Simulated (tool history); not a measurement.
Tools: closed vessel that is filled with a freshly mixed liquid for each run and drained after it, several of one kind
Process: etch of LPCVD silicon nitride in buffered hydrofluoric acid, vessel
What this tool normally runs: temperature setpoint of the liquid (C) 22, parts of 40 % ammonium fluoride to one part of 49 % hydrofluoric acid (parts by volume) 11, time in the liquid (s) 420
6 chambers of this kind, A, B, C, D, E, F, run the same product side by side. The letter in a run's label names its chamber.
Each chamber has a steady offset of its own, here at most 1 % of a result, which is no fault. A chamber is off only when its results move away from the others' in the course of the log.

run   hour  temperature setpoint of the liquid (C)  parts of 40 % ammonium fluoride to one part of 49 % hydrofluoric acid (parts by volume)  time in the liquid (s)  hours since the thermometer was replaced  hours since the hydrofluoric acid flow meter was replaced  read-back film thickness of the LPCVD silicon nitride reference wafer, read on the same gauge (nm)  thickness taken off the LPCVD silicon nitride on a monitor wafer (Å)
 1E    7.4                                      22                                                                                       11                     420                                     265.7                                                      138.7                                                                                              39.981                                                                49.461
 2F   13.4                                      22                                                                                       11                     420                                    1410.8                                                      561.4                                                                                              39.989                                                                 50.39
      15.1  -- chamber C: hydrofluoric acid flow meter replaced
 3A   19.7                                      22                                                                                       11                     420                                       512                                                      415.4                                                                                              39.948                                                                50.259
 4C   24.9                                      22                                                                                       11                     420                                     518.2                                                        9.8                                                                                              40.015                                                                50.066
 5B   30.3                                      22                                                                                       11                     420                                     205.9                                                     1765.9                                                                                              40.001                                                                48.897
 6D   35.1                                      25                                                                                       11                     420                                    1932.1                                                      183.7                                                                                              40.013                                                                59.075
 7D   42.5                                      25                                                                                       11                     420                                    1939.5                                                      191.1                                                                                              40.014                                                                59.738
 8A   48.3                                      25                                                                                       11                     420                                     540.6                                                        444                                                                                               39.99                                                                 57.75
 9B   55.1                                      25                                                                                       11                     420                                     230.7                                                     1790.7                                                                                              40.006                                                                57.868
10C     62                                      25                                                                                       11                     420                                     555.3                                                       46.9                                                                                              39.994                                                                59.361
11F   68.9                                      25                                                                                       11                     420                                    1466.3                                                      616.9                                                                                              39.991                                                                58.944
12E   73.8                                      22                                                                                       11                     420                                     332.1                                                      205.1                                                                                              40.002                                                                50.016
13F   81.5                                      22                                                                                       11                     420                                    1478.9                                                      629.5                                                                                              39.992                                                                49.995
14B   84.9                                      22                                                                                       11                     420                                     260.5                                                     1820.5                                                                                               40.04                                                                50.126
15C     89                                      22                                                                                       11                     420                                     582.3                                                       73.9                                                                                              40.029                                                                 50.69
16D   96.1                                      22                                                                                       11                     420                                    1993.1                                                      244.7                                                                                              39.974                                                                50.035
17A  102.4                                      22                                                                                       11                     420                                     594.7                                                      498.1                                                                                              40.031                                                                48.888
18E  110.3                                      22                                                                                       11                     420                                     368.6                                                      241.6                                                                                              39.978                                                                50.087
     112.2  -- chamber F: hydrofluoric acid flow meter replaced
19C  114.7                                      22                                                                                       11                     190                                       608                                                       99.6                                                                                              39.998                                                                22.768
20B  118.6                                      22                                                                                       11                     190                                     294.2                                                     1854.2                                                                                              40.018                                                                22.255
21D  124.8                                      22                                                                                       11                     190                                    2021.8                                                      273.4                                                                                               40.02                                                                 22.35
22A  132.3                                      22                                                                                       11                     190                                     624.6                                                        528                                                                                              40.015                                                                21.796
23E  139.6                                      22                                                                                       11                     190                                     397.9                                                      270.9                                                                                              40.033                                                                22.746
24F  145.9                                      22                                                                                       11                     190                                    1543.3                                                       33.8                                                                                              39.996                                                                22.964
25B  149.6                                      22                                                                                       11                     220                                     325.2                                                     1885.2                                                                                              40.025                                                                25.931
26A  156.4                                      22                                                                                       11                     220                                     648.7                                                      552.1                                                                                              39.966                                                                24.755
27C  160.2                                      22                                                                                       11                     220                                     653.5                                                      145.1                                                                                              39.957                                                                26.502
28E    168                                      22                                                                                       11                     220                                     426.3                                                      299.3                                                                                              39.999                                                                25.904
29D    174                                      22                                                                                       11                     220                                      2071                                                      322.6                                                                                              39.985                                                                26.217
30F  181.3                                      22                                                                                       11                     220                                    1578.7                                                       69.2                                                                                              40.003                                                                26.575
31A  187.5                                      22                                                                                       11                     420                                     679.8                                                      583.2                                                                                              40.019                                                                47.291
32E  192.1                                      22                                                                                       11                     420                                     450.4                                                      323.4                                                                                              40.008                                                                49.536
33B    196                                      22                                                                                       11                     420                                     371.6                                                     1931.6                                                                                              40.017                                                                49.327
34F  202.4                                      22                                                                                      8.5                     420                                    1599.8                                                       90.3                                                                                              39.995                                                                 62.56
35C  209.1                                      22                                                                                      8.5                     420                                     702.4                                                        194                                                                                              40.007                                                                63.153
36D  215.3                                      22                                                                                      8.5                     420                                    2112.3                                                      363.9                                                                                              39.976                                                                  61.4
37E  219.2                                      22                                                                                      8.5                     420                                     477.5                                                      350.5                                                                                              39.979                                                                61.557
38B  222.9                                      22                                                                                      8.5                     420                                     398.5                                                     1958.5                                                                                              40.005                                                                62.946
39D    228                                      22                                                                                      8.5                     420                                      2125                                                      376.6                                                                                              39.999                                                                62.753

All chambers now run identical settings, listed one chamber a line with results as question marks. What results will each chamber show?
40A  233.7                                      22                                                                                       11                     495                                                                                                                                                                                                                                                                              ?
40B  233.7                                      22                                                                                       11                     495                                                                                                                                                                                                                                                                              ?
40C  233.7                                      22                                                                                       11                     495                                                                                                                                                                                                                                                                              ?
40D  233.7                                      22                                                                                       11                     495                                                                                                                                                                                                                                                                              ?
40E  233.7                                      22                                                                                       11                     495                                                                                                                                                                                                                                                                              ?
40F  233.7                                      22                                                                                       11                     495                                                                                                                                                                                                                                                                              ?

run  thickness taken off the LPCVD silicon nitride on a monitor wafer (Å)
40A                                                                54.765
40B                                                                59.086
40C                                                                58.986
40D                                                                 59.07
40E                                                                58.934
40F                                                                59.104
